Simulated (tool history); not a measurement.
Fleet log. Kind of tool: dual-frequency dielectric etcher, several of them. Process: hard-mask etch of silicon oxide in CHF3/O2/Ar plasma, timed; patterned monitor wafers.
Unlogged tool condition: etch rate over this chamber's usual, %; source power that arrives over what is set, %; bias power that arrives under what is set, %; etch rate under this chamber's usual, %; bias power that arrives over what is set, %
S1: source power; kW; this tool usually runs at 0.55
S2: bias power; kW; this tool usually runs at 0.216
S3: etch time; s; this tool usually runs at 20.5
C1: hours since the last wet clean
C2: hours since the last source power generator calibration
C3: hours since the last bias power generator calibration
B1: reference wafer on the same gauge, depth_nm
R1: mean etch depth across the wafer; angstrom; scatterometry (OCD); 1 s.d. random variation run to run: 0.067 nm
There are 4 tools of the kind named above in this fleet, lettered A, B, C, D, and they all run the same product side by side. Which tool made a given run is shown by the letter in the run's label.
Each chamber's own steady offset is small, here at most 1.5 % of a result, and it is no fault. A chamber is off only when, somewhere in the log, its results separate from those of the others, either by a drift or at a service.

run	hour	S1	S2	S3	C1	C2	C3	B1	R1
1C	15.8	0.55	0.216	20.5	407.2	2315.6	246.1	40.098	417.74
2A	30.9	0.55	0.216	20.5	410.8	3536.2	1094.3	40.132	418.58
3D	47.6	0.55	0.216	20.5	185.3	2456	1437.6	40.115	419.96
# hour 48.8: chamber A: wet clean of the chamber
# hour 55.4: chamber D: source power generator calibrated
4B	60.9	0.55	0.216	20.5	345.3	2422.2	1670.1	40.14	421.25
# hour 66.6: chamber B: source power generator calibrated
# hour 72.1: chamber B: wet clean of the chamber
5D	72.8	0.55	0.216	20.5	210.5	17.5	1462.8	40.136	420.6
6C	82.4	0.55	0.216	20.5	473.8	2382.2	312.7	40.138	417.24
7A	90.3	0.55	0.216	20.5	41.5	3595.6	1153.7	40.141	418.61
8B	102.9	0.55	0.216	20.5	30.8	36.3	1712.1	40.155	421.9
9B	119	0.55	0.216	20.5	46.9	52.4	1728.2	40.155	422.07
10D	128.7	0.55	0.216	20.5	266.4	73.4	1518.7	40.176	421.08
11A	144.8	0.55	0.216	20.5	96	3650.1	1208.2	40.178	418.39
12C	155.3	0.55	0.216	20.5	546.7	2455.1	385.6	40.191	417.4
13D	169.5	0.55	0.216	20.5	307.2	114.2	1559.5	40.189	420.87
14C	179.9	0.55	0.216	20.5	571.3	2479.7	410.2	40.198	417.86
15A	192.1	0.55	0.216	20.5	143.3	3697.4	1255.5	40.207	419.05
16B	201	0.55	0.216	20.5	128.9	134.4	1810.2	40.214	423.78
# hour 203.5: chamber C: wet clean of the chamber
17D	214.2	0.55	0.216	20.5	351.9	158.9	1604.2	40.225	421.6
18C	229.7	0.55	0.216	20.5	26.2	2529.5	460	40.225	418.95
19B	243.5	0.55	0.216	20.5	171.4	176.9	1852.7	40.242	421.88
20A	257.2	0.55	0.216	20.5	208.4	3762.5	1320.6	40.235	417.67
21B	272.6	0.55	0.216	20.5	200.5	206	1881.8	40.249	422.84
22C	288	0.55	0.216	20.5	84.5	2587.8	518.3	40.256	418.66
23A	304.4	0.55	0.216	20.5	255.6	3809.7	1367.8	40.256	418.83
24D	316.4	0.55	0.216	20.5	454.1	261.1	1706.4	40.262	422.52
25A	326.7	0.55	0.216	20.5	277.9	3832	1390.1	40.257	418.4
26D	336.3	0.55	0.216	20.5	474	281	1726.3	40.282	422.26
27C	344.1	0.55	0.199	20.5	140.6	2643.9	574.4	40.278	406.64
# hour 353.4: chamber D: wet clean of the chamber
28B	358.3	0.55	0.199	20.5	286.2	291.7	1967.5	40.29	410.88
29D	369.7	0.55	0.199	20.5	16.3	314.4	1759.7	40.291	409.35
# hour 378.7: chamber A: source power generator calibrated
30C	381.4	0.55	0.199	20.5	177.9	2681.2	611.7	40.321	407.43
31A	394.8	0.55	0.216	20.5	346	16.1	1458.2	40.322	419.17
32B	404.3	0.55	0.216	20.5	332.2	337.7	2013.5	40.326	424.56
33D	419.4	0.55	0.216	20.5	66	364.1	1809.4	40.327	421.56
34B	433.5	0.55	0.216	20.5	361.4	366.9	2042.7	40.311	423.13
35C	443.3	0.55	0.216	20.5	239.8	2743.1	673.6	40.352	418.61
# hour 452.9: chamber B: wet clean of the chamber
36A	455.5	0.61	0.216	20.5	406.7	76.8	1518.9	40.352	436.76
37B	469.3	0.61	0.216	20.5	16.5	402.7	2078.5	40.364	440.81
38D	479.6	0.61	0.216	20.5	126.2	424.3	1869.6	40.366	440.43

Which is it: a chamber that has drifted or been left off by a service, a gauge drift common to all chambers, or only each chamber's usual small offset? If a chamber is off, name it and its likeliest cause.

Every chamber seems to shift together because the gauge that measures them all drifts; the chambers themselves are fine.
Likeliest cause: gauge reads high (%) = 0.662.

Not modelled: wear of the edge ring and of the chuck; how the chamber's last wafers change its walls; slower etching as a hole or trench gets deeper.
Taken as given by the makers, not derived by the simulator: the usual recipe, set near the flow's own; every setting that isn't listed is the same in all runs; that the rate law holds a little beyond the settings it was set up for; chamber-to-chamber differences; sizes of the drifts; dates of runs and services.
